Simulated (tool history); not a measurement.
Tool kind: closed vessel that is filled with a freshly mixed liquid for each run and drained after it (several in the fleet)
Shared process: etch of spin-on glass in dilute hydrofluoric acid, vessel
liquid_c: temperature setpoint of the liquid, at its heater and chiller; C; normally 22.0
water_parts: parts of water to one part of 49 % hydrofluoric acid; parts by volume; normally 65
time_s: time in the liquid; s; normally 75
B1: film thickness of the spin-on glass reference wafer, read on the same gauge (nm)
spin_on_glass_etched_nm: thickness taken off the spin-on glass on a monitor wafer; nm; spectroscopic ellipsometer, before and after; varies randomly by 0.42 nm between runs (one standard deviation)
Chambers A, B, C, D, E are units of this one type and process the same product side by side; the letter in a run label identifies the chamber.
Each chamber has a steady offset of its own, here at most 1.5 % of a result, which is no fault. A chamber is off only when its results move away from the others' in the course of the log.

Run 1D, hour 6.1: usual settings; B1 69.984. Result: spin_on_glass_etched_nm 43.498 nm.
Run 2B, hour 18.8: usual settings; B1 69.985. Result: spin_on_glass_etched_nm 44.700 nm.
Run 3E, hour 29.7: usual settings; B1 70.018. Result: spin_on_glass_etched_nm 44.119 nm.
At hour 38.1: chamber B: thermometer replaced.
Run 4A, hour 42.7: usual settings; B1 70.019. Result: spin_on_glass_etched_nm 44.624 nm.
Run 5C, hour 54.8: usual settings; B1 70.011. Result: spin_on_glass_etched_nm 43.937 nm.
Run 6A, hour 65.4: usual settings; B1 70.020. Result: spin_on_glass_etched_nm 44.626 nm.
Run 7D, hour 72.2: usual settings but liquid_c 18.5 C, water_parts 85 parts by volume; B1 70.007. Result: spin_on_glass_etched_nm 28.226 nm.
At hour 80.7: chamber D: thermometer replaced.
Run 8B, hour 84.5: usual settings but liquid_c 18.5 C, water_parts 85 parts by volume; B1 69.987. Result: spin_on_glass_etched_nm 28.422 nm.
Run 9E, hour 93.7: usual settings but liquid_c 18.5 C, water_parts 85 parts by volume; B1 69.992. Result: spin_on_glass_etched_nm 27.962 nm.
Run 10C, hour 101.6: usual settings but liquid_c 18.5 C, water_parts 85 parts by volume; B1 69.998. Result: spin_on_glass_etched_nm 28.057 nm.
Run 11D, hour 108.7: usual settings but liquid_c 18.5 C, water_parts 85 parts by volume; B1 70.000. Result: spin_on_glass_etched_nm 28.043 nm.
Run 12A, hour 116.2: usual settings; B1 70.009. Result: spin_on_glass_etched_nm 44.593 nm.
Run 13B, hour 124.1: usual settings; B1 70.011. Result: spin_on_glass_etched_nm 44.310 nm.
Run 14C, hour 136.1: usual settings; B1 70.003. Result: spin_on_glass_etched_nm 43.488 nm.
Run 15E, hour 143.6: usual settings; B1 69.993. Result: spin_on_glass_etched_nm 44.250 nm.
Run 16B, hour 153.1: usual settings; B1 69.970. Result: spin_on_glass_etched_nm 44.757 nm.
Run 17E, hour 166.1: usual settings but water_parts 55 parts by volume, time_s 105 s; B1 70.001. Result: spin_on_glass_etched_nm 72.224 nm.
Run 18A, hour 175.4: usual settings but water_parts 55 parts by volume, time_s 105 s; B1 69.993. Result: spin_on_glass_etched_nm 75.487 nm.
Run 19D, hour 188.1: usual settings but water_parts 55 parts by volume, time_s 105 s; B1 70.019. Result: spin_on_glass_etched_nm 73.226 nm.
Run 20C, hour 200.6: usual settings but water_parts 55 parts by volume, time_s 105 s; B1 69.991. Result: spin_on_glass_etched_nm 72.127 nm.
Run 21B, hour 206.8: usual settings but water_parts 55 parts by volume, time_s 105 s; B1 69.995. Result: spin_on_glass_etched_nm 73.616 nm.
At hour 206.9: chamber E: hydrofluoric acid flow meter replaced.
Run 22A, hour 212.8: usual settings; B1 69.989. Result: spin_on_glass_etched_nm 44.201 nm.
Run 23D, hour 224.0: usual settings; B1 69.974. Result: spin_on_glass_etched_nm 44.180 nm.
Run 24C, hour 230.2: usual settings; B1 70.034. Result: spin_on_glass_etched_nm 42.122 nm.
Run 25E, hour 242.2: usual settings; B1 70.026. Result: spin_on_glass_etched_nm 44.475 nm.
Run 26C, hour 248.7: usual settings; B1 69.985. Result: spin_on_glass_etched_nm 42.440 nm.
Run 27A, hour 260.2: usual settings; B1 70.014. Result: spin_on_glass_etched_nm 43.748 nm.
Run 28D, hour 270.7: usual settings but water_parts 85 parts by volume, time_s 110 s; B1 70.008. Result: spin_on_glass_etched_nm 48.048 nm.
Run 29E, hour 277.5: usual settings but water_parts 85 parts by volume, time_s 110 s; B1 70.026. Result: spin_on_glass_etched_nm 48.304 nm.
Run 30B, hour 287.0: usual settings but water_parts 85 parts by volume, time_s 110 s; B1 69.996. Result: spin_on_glass_etched_nm 48.312 nm.
At hour 293.3: chamber C: thermometer replaced.
Run 31D, hour 294.8: usual settings but water_parts 85 parts by volume, time_s 110 s; B1 69.984. Result: spin_on_glass_etched_nm 47.822 nm.
Run 32E, hour 304.5: usual settings but water_parts 85 parts by volume, time_s 110 s; B1 70.008. Result: spin_on_glass_etched_nm 48.087 nm.
Run 33B, hour 314.1: usual settings; B1 69.984. Result: spin_on_glass_etched_nm 44.136 nm.
Run 34C, hour 325.4: usual settings; B1 69.995. Result: spin_on_glass_etched_nm 41.977 nm.
Run 35A, hour 333.8: usual settings; B1 70.001. Result: spin_on_glass_etched_nm 44.422 nm.
Run 36D, hour 341.2: usual settings; B1 69.975. Result: spin_on_glass_etched_nm 44.909 nm.
Run 37C, hour 351.6: usual settings; B1 70.021. Result: spin_on_glass_etched_nm 41.032 nm.
Run 38B, hour 359.1: usual settings; B1 70.009. Result: spin_on_glass_etched_nm 44.552 nm.

All 5 chambers run these settings next. Forecast each chamber's results:
Run 39A, hour 368.5: usual settings. Result: spin_on_glass_etched_nm ?.
Run 39B, hour 368.5: usual settings. Result: spin_on_glass_etched_nm ?.
Run 39C, hour 368.5: usual settings. Result: spin_on_glass_etched_nm ?.
Run 39D, hour 368.5: usual settings. Result: spin_on_glass_etched_nm ?.
Run 39E, hour 368.5: usual settings. Result: spin_on_glass_etched_nm ?.

run  spin_on_glass_etched_nm
39A                   44.279
39B                   44.344
39C                   40.806
39D                   43.768
39E                   43.685

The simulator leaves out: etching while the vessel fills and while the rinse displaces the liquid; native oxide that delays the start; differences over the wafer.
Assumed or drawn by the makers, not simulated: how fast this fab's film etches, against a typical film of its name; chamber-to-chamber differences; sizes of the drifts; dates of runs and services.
